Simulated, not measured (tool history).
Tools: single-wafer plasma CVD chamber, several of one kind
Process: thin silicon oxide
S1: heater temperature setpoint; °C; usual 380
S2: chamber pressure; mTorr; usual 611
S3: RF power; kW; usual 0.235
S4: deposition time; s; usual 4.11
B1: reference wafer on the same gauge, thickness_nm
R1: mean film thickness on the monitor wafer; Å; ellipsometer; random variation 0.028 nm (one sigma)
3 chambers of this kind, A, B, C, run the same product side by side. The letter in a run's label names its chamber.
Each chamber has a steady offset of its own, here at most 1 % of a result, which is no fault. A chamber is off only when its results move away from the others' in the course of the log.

| run | hour | S1 | S2 | S3 | S4 | B1 | R1 |
|---|---|---|---|---|---|---|---|
| 1A | 14.8 | 380 | 611 | 0.235 | 4.11 | 4.4246 | 51.984 |
| 2C | 29.7 | 380 | 611 | 0.235 | 4.11 | 4.43 | 51.746 |
| 3B | 40.8 | 380 | 611 | 0.235 | 4.11 | 4.4324 | 52.263 |
| 4A | 52.3 | 380 | 611 | 0.235 | 4.11 | 4.4282 | 52.153 |
|  | 55.6 | chamber C: thermocouple changed; heater temperature recalibrated |
| 5C | 63.4 | 380 | 611 | 0.235 | 4.11 | 4.4305 | 51.212 |
| 6B | 78.6 | 380 | 611 | 0.235 | 4.11 | 4.4364 | 52.464 |
| 7B | 93.7 | 380 | 611 | 0.235 | 4.11 | 4.4261 | 52.627 |
| 8A | 104.2 | 380 | 611 | 0.235 | 4.11 | 4.4257 | 52.529 |
| 9C | 118.3 | 380 | 611 | 0.235 | 4.11 | 4.4262 | 51.921 |
| 10B | 129 | 380 | 611 | 0.235 | 4.11 | 4.4227 | 52.504 |
| 11C | 139.6 | 380 | 611 | 0.235 | 4.11 | 4.4345 | 51.858 |
| 12A | 151.2 | 380 | 611 | 0.235 | 4.11 | 4.4285 | 51.91 |
|  | 154 | chamber A: RF generator calibrated |
| 13A | 160.6 | 380 | 611 | 0.235 | 4.11 | 4.4319 | 52.134 |
| 14C | 175 | 380 | 611 | 0.235 | 4.11 | 4.4235 | 51.949 |
| 15B | 185.1 | 380 | 611 | 0.275 | 3.54 | 4.4307 | 48.832 |
|  | 192.2 | chamber A: capacitance manometer re-zeroed and calibrated |
| 16B | 192.6 | 380 | 611 | 0.275 | 3.54 | 4.4324 | 48.133 |
|  | 204 | chamber B: capacitance manometer re-zeroed and calibrated |
| 17C | 204.7 | 380 | 611 | 0.275 | 3.54 | 4.4322 | 47.962 |
| 18A | 219.1 | 380 | 611 | 0.235 | 4.11 | 4.4313 | 55.471 |
| 19C | 232.3 | 380 | 611 | 0.235 | 4.11 | 4.4318 | 51.666 |
| 20A | 243.6 | 380 | 611 | 0.235 | 4.11 | 4.4334 | 54.749 |
| 21B | 256.7 | 380 | 611 | 0.235 | 4.11 | 4.436 | 51.795 |
| 22C | 263.4 | 380 | 611 | 0.265 | 4.11 | 4.4335 | 54.936 |
| 23B | 277.1 | 380 | 611 | 0.265 | 4.11 | 4.4286 | 54.702 |
| 24A | 289.2 | 380 | 611 | 0.265 | 4.11 | 4.4342 | 58.623 |
| 25B | 302.2 | 380 | 611 | 0.235 | 4.11 | 4.4304 | 52.198 |
| 26C | 313.1 | 380 | 611 | 0.195 | 4.11 | 4.4325 | 47.089 |

What goes on in this fleet: one chamber off, a drifting gauge, or nothing beyond the chambers' own small offsets? Name the chamber and the cause, if any.

A service left chamber A off against the others.
Cause: true pressure above the setpoint (%) = 5.06.

Here are 4 candidates for chamber A's next run, each the usual settings with a change, their results left as question marks. Which one brings its results back in line with what the others give on the usual settings?
In line means no further than this from the other chambers' mean on the usual settings: R1 0.99 Å
| 27A-1 | 324 | 380 | 611 | 0.235 | 3.88 |  | ? |
| 27A-2 | 324 | 380 | 570 | 0.235 | 3.95 |  | ? |
| 27A-3 | 324 | 380 | 649 | 0.24 | 4.26 |  | ? |
| 27A-4 | 324 | 379 | 611 | 0.265 | 4.11 |  | ? |

The other chambers' mean on the usual settings: R1 52.024 Å
| run | R1 |
|---|---|
| 27A-1 | 52.011 |
| 27A-2 | 49.053 |
| 27A-3 | 61.603 |
| 27A-4 | 58.198 |
27A-1 brings the chamber back in line.

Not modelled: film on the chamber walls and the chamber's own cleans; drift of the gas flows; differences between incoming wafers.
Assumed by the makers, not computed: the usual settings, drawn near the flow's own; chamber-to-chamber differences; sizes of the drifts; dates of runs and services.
